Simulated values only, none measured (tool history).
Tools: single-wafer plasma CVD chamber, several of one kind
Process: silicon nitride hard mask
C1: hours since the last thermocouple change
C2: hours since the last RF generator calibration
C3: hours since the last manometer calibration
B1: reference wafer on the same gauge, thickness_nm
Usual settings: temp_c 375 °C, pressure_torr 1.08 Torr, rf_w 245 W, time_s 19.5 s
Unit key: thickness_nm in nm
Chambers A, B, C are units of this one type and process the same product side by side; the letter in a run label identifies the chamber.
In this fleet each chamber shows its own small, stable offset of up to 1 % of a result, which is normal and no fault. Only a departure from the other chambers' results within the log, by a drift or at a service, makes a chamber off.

{"run": "1B", "day": 0.146, "temp_c": 375, "pressure_torr": 1.08, "rf_w": 245, "time_s": 19.5, "C1": 1003.7, "C2": 12.3, "C3": 2630.8, "B1": 19.298, "thickness_nm": 17.636}
{"run": "2A", "day": 0.296, "temp_c": 375, "pressure_torr": 1.08, "rf_w": 245, "time_s": 19.5, "C1": 843.1, "C2": 371.6, "C3": 1147.1, "B1": 19.293, "thickness_nm": 17.496}
{"run": "3C", "day": 0.504, "temp_c": 375, "pressure_torr": 1.08, "rf_w": 245, "time_s": 19.5, "C1": 1792.6, "C2": 586.1, "C3": 50.4, "B1": 19.29, "thickness_nm": 17.429}
{"run": "4A", "day": 0.675, "temp_c": 375, "pressure_torr": 1.08, "rf_w": 245, "time_s": 19.5, "C1": 852.2, "C2": 380.7, "C3": 1156.2, "B1": 19.282, "thickness_nm": 17.49}
{"run": "5B", "day": 0.821, "temp_c": 375, "pressure_torr": 1.08, "rf_w": 245, "time_s": 19.5, "C1": 1019.9, "C2": 28.5, "C3": 2647, "B1": 19.279, "thickness_nm": 17.58}
{"run": "6C", "day": 0.962, "temp_c": 375, "pressure_torr": 1.08, "rf_w": 245, "time_s": 19.5, "C1": 1803.6, "C2": 597.1, "C3": 61.4, "B1": 19.28, "thickness_nm": 17.451}
{"run": "7B", "day": 1.121, "temp_c": 375, "pressure_torr": 1.08, "rf_w": 245, "time_s": 19.5, "C1": 1027.1, "C2": 35.7, "C3": 2654.2, "B1": 19.28, "thickness_nm": 17.6}
{"run": "8C", "day": 1.3, "temp_c": 375, "pressure_torr": 1.08, "rf_w": 245, "time_s": 19.5, "C1": 1811.7, "C2": 605.2, "C3": 69.5, "B1": 19.268, "thickness_nm": 17.455}
{"run": "9A", "day": 1.45, "temp_c": 375, "pressure_torr": 1.08, "rf_w": 245, "time_s": 19.5, "C1": 870.8, "C2": 399.3, "C3": 1174.8, "B1": 19.266, "thickness_nm": 17.491}
{"run": "10A", "day": 1.621, "temp_c": 375, "pressure_torr": 0.89, "rf_w": 245, "time_s": 21.5, "C1": 874.9, "C2": 403.4, "C3": 1178.9, "B1": 19.261, "thickness_nm": 17.971}
{"run": "11B", "day": 1.804, "temp_c": 375, "pressure_torr": 0.89, "rf_w": 245, "time_s": 21.5, "C1": 1043.5, "C2": 52.1, "C3": 2670.6, "B1": 19.266, "thickness_nm": 18.12}
{"run": "12C", "day": 1.975, "temp_c": 375, "pressure_torr": 0.89, "rf_w": 245, "time_s": 21.5, "C1": 1827.9, "C2": 621.4, "C3": 85.7, "B1": 19.25, "thickness_nm": 17.982}
{"run": "13A", "day": 2.142, "temp_c": 375, "pressure_torr": 1.08, "rf_w": 245, "time_s": 19.5, "C1": 887.4, "C2": 415.9, "C3": 1191.4, "B1": 19.251, "thickness_nm": 17.474}
{"run": "14B", "day": 2.325, "temp_c": 375, "pressure_torr": 1.08, "rf_w": 245, "time_s": 19.5, "C1": 1056, "C2": 64.6, "C3": 2683.1, "B1": 19.246, "thickness_nm": 17.57}
{"run": "15C", "day": 2.483, "temp_c": 375, "pressure_torr": 1.08, "rf_w": 245, "time_s": 19.5, "C1": 1840.1, "C2": 633.6, "C3": 97.9, "B1": 19.242, "thickness_nm": 17.418}
{"run": "16A", "day": 2.683, "temp_c": 375, "pressure_torr": 1.08, "rf_w": 245, "time_s": 19.5, "C1": 900.4, "C2": 428.9, "C3": 1204.4, "B1": 19.235, "thickness_nm": 17.452}
{"run": "17B", "day": 2.842, "temp_c": 375, "pressure_torr": 1.08, "rf_w": 200, "time_s": 19.5, "C1": 1068.4, "C2": 77, "C3": 2695.5, "B1": 19.231, "thickness_nm": 15.22}
{"run": "18C", "day": 3.075, "temp_c": 375, "pressure_torr": 1.08, "rf_w": 200, "time_s": 19.5, "C1": 1854.3, "C2": 647.8, "C3": 112.1, "B1": 19.224, "thickness_nm": 14.911}
{"run": "19B", "day": 3.3, "temp_c": 375, "pressure_torr": 1.08, "rf_w": 200, "time_s": 19.5, "C1": 1079.4, "C2": 88, "C3": 2706.5, "B1": 19.223, "thickness_nm": 15.245}
{"run": "20C", "day": 3.442, "temp_c": 375, "pressure_torr": 1.08, "rf_w": 245, "time_s": 19.5, "C1": 1863.1, "C2": 656.6, "C3": 120.9, "B1": 19.22, "thickness_nm": 17.438}
{"run": "21A", "day": 3.667, "temp_c": 390, "pressure_torr": 1.08, "rf_w": 245, "time_s": 19.5, "C1": 924, "C2": 452.5, "C3": 1228, "B1": 19.213, "thickness_nm": 17.28}
{"run": "22A", "day": 3.846, "temp_c": 390, "pressure_torr": 1.08, "rf_w": 245, "time_s": 19.5, "C1": 928.3, "C2": 456.8, "C3": 1232.3, "B1": 19.207, "thickness_nm": 17.35}
{"run": "23B", "day": 4.1, "temp_c": 390, "pressure_torr": 1.08, "rf_w": 245, "time_s": 19.5, "C1": 1098.6, "C2": 107.2, "C3": 2725.7, "B1": 19.202, "thickness_nm": 17.383}
{"run": "24C", "day": 4.254, "temp_c": 375, "pressure_torr": 1.08, "rf_w": 245, "time_s": 19.5, "C1": 1882.6, "C2": 676.1, "C3": 140.4, "B1": 19.201, "thickness_nm": 17.374}
{"run": "25B", "day": 4.467, "temp_c": 375, "pressure_torr": 1.08, "rf_w": 245, "time_s": 19.5, "C1": 1107.4, "C2": 116, "C3": 2734.5, "B1": 19.195, "thickness_nm": 17.494}
{"run": "26C", "day": 4.679, "temp_c": 375, "pressure_torr": 1.08, "rf_w": 245, "time_s": 19.5, "C1": 1892.8, "C2": 686.3, "C3": 150.6, "B1": 19.187, "thickness_nm": 17.379}
{"run": "27A", "day": 4.867, "temp_c": 375, "pressure_torr": 1.08, "rf_w": 245, "time_s": 19.5, "C1": 952.8, "C2": 481.3, "C3": 1256.8, "B1": 19.19, "thickness_nm": 17.398}

Is one chamber out of step, is the gauge drifting, or do the chambers differ by no more than their own small offsets? For an off chamber, give its letter and the likeliest cause.

Gauge drift. The chambers move together only on paper, and none stands off.
Cause: gauge reads low (%) = 0.614.
